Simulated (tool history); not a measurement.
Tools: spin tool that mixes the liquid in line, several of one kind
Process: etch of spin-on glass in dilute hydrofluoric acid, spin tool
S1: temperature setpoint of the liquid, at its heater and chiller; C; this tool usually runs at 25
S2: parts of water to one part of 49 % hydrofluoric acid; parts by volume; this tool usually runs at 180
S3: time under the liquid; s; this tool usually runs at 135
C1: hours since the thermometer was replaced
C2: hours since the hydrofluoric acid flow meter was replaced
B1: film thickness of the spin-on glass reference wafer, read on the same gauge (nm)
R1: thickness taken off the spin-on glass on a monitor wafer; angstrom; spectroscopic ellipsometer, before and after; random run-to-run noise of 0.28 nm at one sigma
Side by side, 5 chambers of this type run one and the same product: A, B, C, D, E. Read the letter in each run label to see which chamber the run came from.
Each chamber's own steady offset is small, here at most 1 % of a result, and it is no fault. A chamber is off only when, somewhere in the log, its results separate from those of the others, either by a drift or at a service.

run	hour	S1	S2	S3	C1	C2	B1	R1
1D	8.6	25	180	135	331.7	1486.5	149.98	294.34
# hour 14.7: chamber B: hydrofluoric acid flow meter replaced
2C	18.4	25	180	135	1678.6	749.7	150.00	289.28
3B	28.4	25	180	135	169.9	13.8	149.99	290.44
4A	40.3	25	180	135	430.8	116.1	149.99	292.75
5E	49.0	21	180	135	1428.5	1287.3	150.00	245.82
6D	63.7	21	180	135	386.8	1541.6	150.01	247.74
7E	78.7	21	180	135	1458.2	1317.0	150.01	247.98
# hour 89.1: chamber C: thermometer replaced
8A	90.8	21	180	135	481.3	166.6	150.00	250.89
9B	105.6	21	180	135	247.1	91.0	149.99	251.04
10C	119.0	25	180	135	30.0	850.3	149.98	285.05
11A	131.2	25	180	135	521.7	207.0	149.99	292.24
12D	146.1	25	180	135	469.2	1624.0	150.01	288.85
13C	153.1	25	180	135	64.1	884.4	149.99	288.00
14E	161.2	25	180	135	1540.7	1399.5	150.00	290.89
15B	175.9	25	180	135	317.4	161.3	149.99	286.31
16C	186.8	25	180	135	97.8	918.1	150.00	287.48
17A	195.4	25	180	135	585.9	271.2	149.99	295.98
18E	203.9	25	180	100	1583.4	1442.2	150.00	209.86
19B	215.8	25	180	100	357.3	201.2	150.00	216.40
20D	222.9	25	180	100	546.0	1700.8	149.99	212.26
21E	238.1	25	180	100	1617.6	1476.4	150.02	208.50
# hour 245.9: chamber D: thermometer replaced
22C	252.5	25	180	100	163.5	983.8	150.01	214.02
23A	266.7	25	180	135	657.2	342.5	150.00	288.78
24B	277.0	25	180	135	418.5	262.4	150.01	285.37
25D	289.6	25	240	135	43.8	1767.5	150.01	204.25
26B	302.1	25	240	135	443.6	287.5	150.02	198.62
27D	314.4	25	240	135	68.6	1792.3	150.01	204.98
28A	328.9	25	240	135	719.4	404.7	150.01	204.85
29C	343.2	25	240	135	254.2	1074.5	149.99	201.61
30E	350.3	25	180	135	1729.8	1588.6	150.01	265.09

Next, all 5 chambers run the settings below, one line each with question marks for the results. What does each chamber give?
31A	361.7	25	180	135				?
31B	361.7	25	180	135				?
31C	361.7	25	180	135				?
31D	361.7	25	180	135				?
31E	361.7	25	180	135				?

run	R1
31A	296.07
31B	293.04
31C	283.56
31D	288.70
31E	264.01
